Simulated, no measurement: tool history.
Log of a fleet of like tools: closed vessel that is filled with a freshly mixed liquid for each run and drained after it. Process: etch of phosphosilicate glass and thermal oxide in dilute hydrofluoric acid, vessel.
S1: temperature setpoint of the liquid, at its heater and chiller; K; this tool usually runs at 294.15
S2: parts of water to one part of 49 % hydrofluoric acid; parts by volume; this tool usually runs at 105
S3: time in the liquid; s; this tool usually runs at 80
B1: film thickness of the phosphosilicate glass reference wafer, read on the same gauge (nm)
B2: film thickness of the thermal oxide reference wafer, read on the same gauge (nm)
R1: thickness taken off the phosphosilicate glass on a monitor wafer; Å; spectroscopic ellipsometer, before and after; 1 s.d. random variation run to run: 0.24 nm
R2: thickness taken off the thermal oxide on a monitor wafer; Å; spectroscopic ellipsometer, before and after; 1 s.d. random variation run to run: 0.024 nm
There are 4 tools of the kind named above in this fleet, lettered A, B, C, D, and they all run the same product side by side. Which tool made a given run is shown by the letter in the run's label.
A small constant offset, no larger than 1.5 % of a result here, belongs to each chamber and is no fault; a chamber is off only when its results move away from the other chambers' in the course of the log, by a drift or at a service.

{"run": "1D", "hour": 3.5, "S1": 294.15, "S2": 105, "S3": 80, "B1": 59.99, "B2": 129.97, "R1": 533.3, "R2": 30.7}
{"run": "2B", "hour": 6.7, "S1": 294.15, "S2": 105, "S3": 80, "B1": 60.007, "B2": 130.01, "R1": 528.48, "R2": 31.094}
{"run": "3C", "hour": 13.7, "S1": 294.15, "S2": 105, "S3": 80, "B1": 60.002, "B2": 130.01, "R1": 532.91, "R2": 31.414}
{"hour": 14.7, "done": "chamber A: thermometer replaced"}
{"run": "4A", "hour": 19.2, "S1": 294.15, "S2": 105, "S3": 80, "B1": 60.002, "B2": 130.01, "R1": 532.8, "R2": 31.26}
{"run": "5C", "hour": 23.0, "S1": 294.15, "S2": 105, "S3": 80, "B1": 60.002, "B2": 130.03, "R1": 526.64, "R2": 31.358}
{"run": "6A", "hour": 29.3, "S1": 294.15, "S2": 55, "S3": 80, "B1": 60.012, "B2": 130.02, "R1": 1094.1, "R2": 63.438}
{"run": "7B", "hour": 35.8, "S1": 294.15, "S2": 55, "S3": 80, "B1": 60.002, "B2": 130.01, "R1": 1077.4, "R2": 62.053}
{"run": "8D", "hour": 41.0, "S1": 294.15, "S2": 55, "S3": 80, "B1": 59.996, "B2": 129.98, "R1": 1066.9, "R2": 62.676}
{"run": "9D", "hour": 45.6, "S1": 294.15, "S2": 55, "S3": 80, "B1": 60.005, "B2": 129.98, "R1": 1074.6, "R2": 61.577}
{"run": "10A", "hour": 48.9, "S1": 292.65, "S2": 70, "S3": 80, "B1": 60.0, "B2": 130.03, "R1": 791.36, "R2": 46.128}
{"run": "11B", "hour": 54.4, "S1": 292.65, "S2": 70, "S3": 80, "B1": 60.007, "B2": 130.05, "R1": 782.35, "R2": 45.583}
{"run": "12C", "hour": 59.5, "S1": 292.65, "S2": 70, "S3": 80, "B1": 60.008, "B2": 130.03, "R1": 777.54, "R2": 45.441}
{"run": "13A", "hour": 64.7, "S1": 292.65, "S2": 70, "S3": 80, "B1": 60.022, "B2": 129.99, "R1": 786.73, "R2": 46.555}
{"hour": 70.0, "done": "chamber C: thermometer replaced"}
{"run": "14C", "hour": 71.5, "S1": 294.15, "S2": 105, "S3": 80, "B1": 60.0, "B2": 130.01, "R1": 532.05, "R2": 31.338}
{"run": "15D", "hour": 77.1, "S1": 294.15, "S2": 105, "S3": 80, "B1": 59.999, "B2": 130.05, "R1": 534.13, "R2": 30.866}
{"run": "16B", "hour": 80.8, "S1": 294.15, "S2": 105, "S3": 80, "B1": 60.004, "B2": 129.99, "R1": 530.73, "R2": 31.038}
{"run": "17A", "hour": 88.1, "S1": 294.15, "S2": 105, "S3": 80, "B1": 60.004, "B2": 130.0, "R1": 531.65, "R2": 30.759}
{"run": "18D", "hour": 91.9, "S1": 294.15, "S2": 105, "S3": 110, "B1": 60.016, "B2": 129.99, "R1": 730.83, "R2": 42.977}
{"run": "19B", "hour": 97.0, "S1": 294.15, "S2": 105, "S3": 110, "B1": 59.979, "B2": 130.03, "R1": 730.99, "R2": 42.325}
{"run": "20C", "hour": 101.9, "S1": 294.15, "S2": 105, "S3": 110, "B1": 59.993, "B2": 129.97, "R1": 729.7, "R2": 43.133}
{"run": "21D", "hour": 106.2, "S1": 294.15, "S2": 105, "S3": 110, "B1": 60.012, "B2": 129.99, "R1": 732.78, "R2": 42.937}
{"run": "22C", "hour": 111.3, "S1": 294.15, "S2": 105, "S3": 80, "B1": 59.995, "B2": 130.0, "R1": 534.01, "R2": 31.126}
{"run": "23A", "hour": 116.0, "S1": 294.15, "S2": 105, "S3": 80, "B1": 59.998, "B2": 129.99, "R1": 538.89, "R2": 31.458}
{"run": "24B", "hour": 122.7, "S1": 294.15, "S2": 145, "S3": 80, "B1": 59.997, "B2": 130.0, "R1": 369.85, "R2": 21.627}
{"run": "25D", "hour": 126.3, "S1": 294.15, "S2": 145, "S3": 80, "B1": 60.016, "B2": 130.02, "R1": 370.74, "R2": 21.602}
{"run": "26A", "hour": 132.5, "S1": 294.15, "S2": 145, "S3": 80, "B1": 59.998, "B2": 129.98, "R1": 371.99, "R2": 21.569}
{"run": "27B", "hour": 135.8, "S1": 294.15, "S2": 145, "S3": 80, "B1": 59.993, "B2": 130.02, "R1": 370.1, "R2": 21.512}
{"run": "28C", "hour": 142.4, "S1": 294.15, "S2": 105, "S3": 80, "B1": 60.0, "B2": 129.99, "R1": 533.54, "R2": 31.461}
{"run": "29A", "hour": 146.5, "S1": 294.15, "S2": 135, "S3": 80, "B1": 59.999, "B2": 130.02, "R1": 401.12, "R2": 23.409}
{"run": "30B", "hour": 153.7, "S1": 294.15, "S2": 135, "S3": 80, "B1": 59.999, "B2": 129.99, "R1": 402.27, "R2": 23.331}
{"run": "31C", "hour": 160.9, "S1": 294.15, "S2": 135, "S3": 80, "B1": 59.995, "B2": 130.01, "R1": 400.06, "R2": 23.434}
{"run": "32D", "hour": 166.7, "S1": 294.15, "S2": 135, "S3": 80, "B1": 59.995, "B2": 129.97, "R1": 403.56, "R2": 23.403}
{"run": "33B", "hour": 172.4, "S1": 294.15, "S2": 105, "S3": 80, "B1": 59.985, "B2": 130.01, "R1": 529.41, "R2": 30.785}
{"run": "34C", "hour": 177.6, "S1": 294.15, "S2": 105, "S3": 80, "B1": 60.004, "B2": 129.99, "R1": 534.45, "R2": 31.403}
{"run": "35A", "hour": 181.8, "S1": 294.15, "S2": 105, "S3": 80, "B1": 59.997, "B2": 130.03, "R1": 537.09, "R2": 30.785}
{"run": "36D", "hour": 188.8, "S1": 292.65, "S2": 105, "S3": 80, "B1": 60.013, "B2": 130.01, "R1": 501.24, "R2": 29.325}

Next, every chamber runs the same settings. What will each give?
{"run": "37A", "hour": 194.0, "S1": 294.15, "S2": 125, "S3": 80, "R1": "?", "R2": "?"}
{"run": "37B", "hour": 194.0, "S1": 294.15, "S2": 125, "S3": 80, "R1": "?", "R2": "?"}
{"run": "37C", "hour": 194.0, "S1": 294.15, "S2": 125, "S3": 80, "R1": "?", "R2": "?"}
{"run": "37D", "hour": 194.0, "S1": 294.15, "S2": 125, "S3": 80, "R1": "?", "R2": "?"}

run=37A R1=438.55 R2=25.846
run=37B R1=438.23 R2=25.322
run=37C R1=434.25 R2=25.883
run=37D R1=437.43 R2=25.463
